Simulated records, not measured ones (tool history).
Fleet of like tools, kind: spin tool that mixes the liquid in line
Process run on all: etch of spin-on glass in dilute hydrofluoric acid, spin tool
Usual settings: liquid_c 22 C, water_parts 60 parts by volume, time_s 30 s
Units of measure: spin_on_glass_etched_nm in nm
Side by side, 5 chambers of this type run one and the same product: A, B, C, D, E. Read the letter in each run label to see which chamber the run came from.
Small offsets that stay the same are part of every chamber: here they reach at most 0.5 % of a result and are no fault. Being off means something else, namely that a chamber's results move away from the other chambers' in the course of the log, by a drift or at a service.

| run | hour | liquid_c | water_parts | time_s | read-back film thickness of the spin-on glass reference wafer, read on the same gauge (nm) | spin_on_glass_etched_nm |
|---|---|---|---|---|---|---|
| 1E | 4.5 | 22 | 60 | 30 | 130 | 16.079 |
| 2A | 7.3 | 22 | 60 | 30 | 129.99 | 16.015 |
| 3D | 12.3 | 22 | 60 | 30 | 130.02 | 16.128 |
| 4B | 17 | 22 | 60 | 30 | 130 | 16.004 |
| 5C | 21.5 | 22 | 60 | 30 | 130 | 15.91 |
| 6D | 25.9 | 22 | 60 | 30 | 129.98 | 16.027 |
| 7C | 32 | 22 | 60 | 30 | 130.03 | 15.913 |
| 8A | 36.1 | 22 | 60 | 30 | 129.99 | 15.956 |
| 9B | 40.2 | 22 | 60 | 30 | 130 | 16.327 |
| 10E | 43.2 | 22 | 60 | 30 | 129.99 | 16.436 |
| 11A | 46.2 | 22 | 60 | 30 | 129.99 | 16.233 |
|  | 47.4 | chamber B: hydrofluoric acid flow meter replaced |
| 12B | 52.2 | 22 | 60 | 30 | 130 | 15.686 |
| 13D | 58.2 | 22 | 60 | 30 | 129.99 | 15.981 |
| 14E | 64.2 | 22 | 60 | 30 | 130 | 16.302 |
| 15C | 67.9 | 22 | 60 | 30 | 130 | 16.152 |
| 16A | 74.1 | 18.5 | 60 | 45 | 130 | 20.749 |
| 17C | 79 | 18.5 | 60 | 45 | 129.98 | 20.713 |
| 18E | 82.2 | 18.5 | 60 | 45 | 130.04 | 21.049 |
| 19D | 86.9 | 18.5 | 60 | 45 | 130 | 20.899 |
| 20B | 90.3 | 18.5 | 60 | 45 | 130.01 | 20.93 |
| 21B | 94.1 | 22 | 60 | 30 | 130 | 16.024 |
| 22C | 97.6 | 22 | 60 | 30 | 130.02 | 15.991 |
| 23E | 103.4 | 22 | 60 | 30 | 130.02 | 15.758 |
|  | 106 | chamber E: hydrofluoric acid flow meter replaced |
| 24D | 107.4 | 22 | 60 | 30 | 130 | 16.249 |
| 25A | 113.4 | 22 | 60 | 30 | 130.02 | 15.912 |
| 26D | 118.4 | 22 | 60 | 30 | 129.97 | 16.147 |
| 27B | 124.4 | 22 | 60 | 30 | 130 | 15.95 |
| 28A | 130.5 | 22 | 60 | 30 | 130.01 | 16.321 |
| 29E | 135.8 | 22 | 60 | 30 | 130.02 | 15.211 |
| 30C | 140 | 22 | 60 | 30 | 129.98 | 16.078 |
| 31D | 143.1 | 22 | 60 | 30 | 129.99 | 15.849 |
| 32C | 146.2 | 22 | 60 | 30 | 130.02 | 15.949 |
| 33A | 151.5 | 22 | 60 | 30 | 130.01 | 16.063 |
| 34B | 154.5 | 22 | 60 | 30 | 130.02 | 16.028 |
| 35E | 158.6 | 22 | 60 | 30 | 130 | 14.762 |
| 36C | 163.3 | 22 | 60 | 30 | 129.97 | 15.881 |
| 37A | 169.6 | 22 | 60 | 30 | 130 | 16.216 |
| 38E | 172.4 | 22 | 60 | 30 | 130 | 14.735 |
| 39B | 175.7 | 22 | 60 | 30 | 130 | 16.031 |
| 40D | 181.3 | 22 | 60 | 30 | 130 | 16.015 |
| 41C | 187.1 | 22 | 60 | 30 | 130 | 16.058 |
| 42D | 192.3 | 22 | 60 | 30 | 130.01 | 16.133 |
| 43B | 197.1 | 22 | 60 | 30 | 130.02 | 15.689 |

The same settings go to every chamber for the next run, one line per chamber below. Forecast the results for each:
| 44A | 201.6 | 22 | 60 | 15 |  | ? |
| 44B | 201.6 | 22 | 60 | 15 |  | ? |
| 44C | 201.6 | 22 | 60 | 15 |  | ? |
| 44D | 201.6 | 22 | 60 | 15 |  | ? |
| 44E | 201.6 | 22 | 60 | 15 |  | ? |

| run | spin_on_glass_etched_nm |
|---|---|
| 44A | 7.8717 |
| 44B | 7.8811 |
| 44C | 8.0804 |
| 44D | 7.9729 |
| 44E | 7.2655 |

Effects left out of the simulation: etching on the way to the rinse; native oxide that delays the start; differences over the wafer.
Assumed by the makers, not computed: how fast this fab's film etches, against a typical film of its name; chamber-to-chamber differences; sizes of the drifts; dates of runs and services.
